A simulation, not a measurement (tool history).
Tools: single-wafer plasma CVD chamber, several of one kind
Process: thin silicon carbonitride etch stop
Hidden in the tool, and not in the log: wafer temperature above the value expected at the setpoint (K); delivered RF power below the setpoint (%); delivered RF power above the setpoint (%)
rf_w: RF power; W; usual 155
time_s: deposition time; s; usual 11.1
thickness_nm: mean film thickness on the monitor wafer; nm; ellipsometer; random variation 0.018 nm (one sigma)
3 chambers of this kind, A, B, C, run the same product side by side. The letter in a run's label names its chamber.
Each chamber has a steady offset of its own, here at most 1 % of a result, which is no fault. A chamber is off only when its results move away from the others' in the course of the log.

run   hour  rf_w  time_s  hours since the last thermocouple change  hours since the last RF generator calibration  read-back reference wafer on the same gauge, thickness_nm  thickness_nm
 1C    9.4   155    11.1                                     143.5                                          715.5                                                     4.6911        5.8410
 2A   15.3   155    11.1                                     687.0                                          674.4                                                     4.6929        5.8708
 3B   26.4   155    11.1                                     285.3                                          973.8                                                     4.6884        5.8978
 4C   36.2   155    11.1                                     170.3                                          742.3                                                     4.6891        5.8012
 5A   44.3   155    11.1                                     716.0                                          703.4                                                     4.6900        5.9025
 6B   51.9   155    11.1                                     310.8                                          999.3                                                     4.6865        5.9121
 7B   58.4   155    11.1                                     317.3                                         1005.8                                                     4.6925        5.9057
 8A   64.5   155    11.1                                     736.2                                          723.6                                                     4.6847        5.8960
 9C   75.3   155    11.1                                     209.4                                          781.4                                                     4.6912        5.7747
10B   85.1   155    11.1                                     344.0                                         1032.5                                                     4.6892        5.9234
11C   96.2   155    11.1                                     230.3                                          802.3                                                     4.6935        5.7409
12A  104.6   155    11.1                                     776.3                                          763.7                                                     4.6876        5.8881
13B  117.8   155    12.7                                     376.7                                         1065.2                                                     4.6903        6.7498
14C  123.6   155    12.7                                     257.7                                          829.7                                                     4.6896        6.6044
15A  130.6   155    12.7                                     802.3                                          789.7                                                     4.6890        6.6960
16A  141.7   155    11.1                                     813.4                                          800.8                                                     4.6932        5.9100
17C  150.7   155    11.1                                     284.8                                          856.8                                                     4.6901        5.7316
18B  157.8   155    11.1                                     416.7                                         1105.2                                                     4.6932        5.9220
19B  170.3   155    11.1                                     429.2                                         1117.7                                                     4.6925        5.9052
20A  182.5   135     9.9                                     854.2                                          841.6                                                     4.6901        5.0343
21C  193.9   135     9.9                                     328.0                                          900.0                                                     4.6884        4.8641
22A  207.0   135     9.9                                     878.7                                          866.1                                                     4.6861        5.0193

Is one chamber off against the others, does the gauge drift, or is nothing wrong? If a chamber is off, say which, and what the likeliest cause is.

Chamber C drifts away from the others.
Cause: delivered RF power below the setpoint (%) = 8.29.

Here are 4 candidates for chamber C's next run, each the usual settings with a change, their results left as question marks. Which one brings its results back in line with what the others give on the usual settings?
In line means no further than this from the other chambers' mean on the usual settings: thickness_nm 0.0620 nm
23C-1  216.6   135    11.1                                                                                                                                                                 ?
23C-2  216.6   155    11.3                                                                                                                                                                 ?
23C-3  216.6   175    11.1                                                                                                                                                                 ?
23C-4  216.6   155    10.9                                                                                                                                                                 ?

The other chambers' mean on the usual settings: thickness_nm 5.9031 nm
  run  thickness_nm
23C-1        5.4253
23C-2        5.7637
23C-3        5.8771
23C-4        5.5597
23C-3 brings the chamber back in line.

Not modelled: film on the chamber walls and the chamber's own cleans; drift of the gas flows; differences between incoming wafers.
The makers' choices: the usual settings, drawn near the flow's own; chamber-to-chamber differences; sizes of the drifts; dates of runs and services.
